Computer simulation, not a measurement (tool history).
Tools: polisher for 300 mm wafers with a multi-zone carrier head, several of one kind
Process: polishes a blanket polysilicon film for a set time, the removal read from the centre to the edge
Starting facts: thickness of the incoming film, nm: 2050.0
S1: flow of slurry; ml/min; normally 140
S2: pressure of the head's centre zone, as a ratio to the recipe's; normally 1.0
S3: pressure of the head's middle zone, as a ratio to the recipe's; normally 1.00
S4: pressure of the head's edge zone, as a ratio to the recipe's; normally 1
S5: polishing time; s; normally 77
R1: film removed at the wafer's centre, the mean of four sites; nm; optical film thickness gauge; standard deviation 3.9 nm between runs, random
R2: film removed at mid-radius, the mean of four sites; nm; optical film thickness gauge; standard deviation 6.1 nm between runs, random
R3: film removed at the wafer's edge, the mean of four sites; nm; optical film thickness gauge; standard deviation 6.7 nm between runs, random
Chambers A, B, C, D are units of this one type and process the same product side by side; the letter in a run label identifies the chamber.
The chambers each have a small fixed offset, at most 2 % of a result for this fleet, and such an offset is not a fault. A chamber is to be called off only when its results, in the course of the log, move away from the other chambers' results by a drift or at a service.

Run 1C, hour 6.2: usual settings. Result: R1 572.29 nm, R2 586.69 nm, R3 577.55 nm.
Run 2A, hour 13.6: usual settings. Result: R1 583.88 nm, R2 582.57 nm, R3 576.87 nm.
Run 3B, hour 20.4: usual settings. Result: R1 575.84 nm, R2 575.30 nm, R3 578.49 nm.
Run 4D, hour 27.7: usual settings. Result: R1 578.85 nm, R2 588.47 nm, R3 578.98 nm.
Run 5D, hour 32.0: usual settings. Result: R1 578.65 nm, R2 581.54 nm, R3 567.37 nm.
Run 6A, hour 38.9: usual settings but S1 155 ml/min. Result: R1 594.33 nm, R2 590.56 nm, R3 591.79 nm.
Run 7C, hour 45.9: usual settings but S1 155 ml/min. Result: R1 587.62 nm, R2 584.22 nm, R3 581.35 nm.
At hour 49.7: chamber B: worn pad replaced by a new one.
Run 8B, hour 49.8: usual settings but S1 155 ml/min. Result: R1 591.70 nm, R2 594.17 nm, R3 595.20 nm.
At hour 53.2: chamber D: worn pad replaced by a new one.
Run 9A, hour 55.9: usual settings but S1 155 ml/min. Result: R1 586.59 nm, R2 601.15 nm, R3 584.67 nm.
Run 10B, hour 59.8: usual settings. Result: R1 578.05 nm, R2 573.36 nm, R3 574.57 nm.
Run 11C, hour 66.0: usual settings. Result: R1 575.78 nm, R2 580.42 nm, R3 579.91 nm.
At hour 66.3: chamber C: worn pad replaced by a new one.
Run 12D, hour 71.1: usual settings. Result: R1 582.42 nm, R2 579.93 nm, R3 574.62 nm.
Run 13A, hour 77.6: usual settings but S3 1.07, S5 87 s. Result: R1 658.88 nm, R2 698.28 nm, R3 669.83 nm.
At hour 80.8: chamber A: centre zone pressure recalibrated.
Run 14C, hour 84.7: usual settings but S3 1.07, S5 87 s. Result: R1 653.60 nm, R2 684.54 nm, R3 663.33 nm.
Run 15B, hour 91.3: usual settings but S3 1.07, S5 87 s. Result: R1 654.83 nm, R2 707.27 nm, R3 640.63 nm.
Run 16D, hour 97.4: usual settings but S3 1.07, S5 87 s. Result: R1 659.43 nm, R2 704.85 nm, R3 639.02 nm.
Run 17B, hour 103.5: usual settings. Result: R1 579.12 nm, R2 581.58 nm, R3 577.81 nm.
Run 18D, hour 109.2: usual settings. Result: R1 587.28 nm, R2 584.17 nm, R3 571.75 nm.
Run 19C, hour 115.4: usual settings. Result: R1 577.28 nm, R2 582.33 nm, R3 582.49 nm.
Run 20A, hour 121.2: usual settings. Result: R1 613.96 nm, R2 578.60 nm, R3 579.57 nm.
Run 21B, hour 127.0: usual settings. Result: R1 583.59 nm, R2 584.11 nm, R3 569.05 nm.
Run 22C, hour 130.9: usual settings. Result: R1 582.66 nm, R2 577.58 nm, R3 577.67 nm.
Run 23D, hour 135.3: usual settings but S1 165 ml/min. Result: R1 598.36 nm, R2 601.02 nm, R3 584.58 nm.
Run 24A, hour 140.8: usual settings but S1 165 ml/min. Result: R1 649.97 nm, R2 603.38 nm, R3 574.24 nm.
Run 25C, hour 144.9: usual settings but S1 165 ml/min. Result: R1 593.66 nm, R2 593.20 nm, R3 584.49 nm.
Run 26D, hour 148.6: usual settings but S1 165 ml/min. Result: R1 602.65 nm, R2 601.92 nm, R3 596.85 nm.
Run 27B, hour 152.1: usual settings. Result: R1 575.37 nm, R2 578.30 nm, R3 573.91 nm.
Run 28A, hour 157.0: usual settings. Result: R1 616.93 nm, R2 568.17 nm, R3 567.76 nm.

All chambers now run identical settings, listed one chamber a line with results as question marks. What results will each chamber show?
Run 29A, hour 162.5: usual settings but S2 1.1. Result: R1 ?, R2 ?, R3 ?.
Run 29B, hour 162.5: usual settings but S2 1.1. Result: R1 ?, R2 ?, R3 ?.
Run 29C, hour 162.5: usual settings but S2 1.1. Result: R1 ?, R2 ?, R3 ?.
Run 29D, hour 162.5: usual settings but S2 1.1. Result: R1 ?, R2 ?, R3 ?.

run      R1      R2      R3
29A  684.24  587.93  575.96
29B  644.55  593.53  573.76
29C  642.18  570.03  580.71
29D  648.13  593.78  580.80
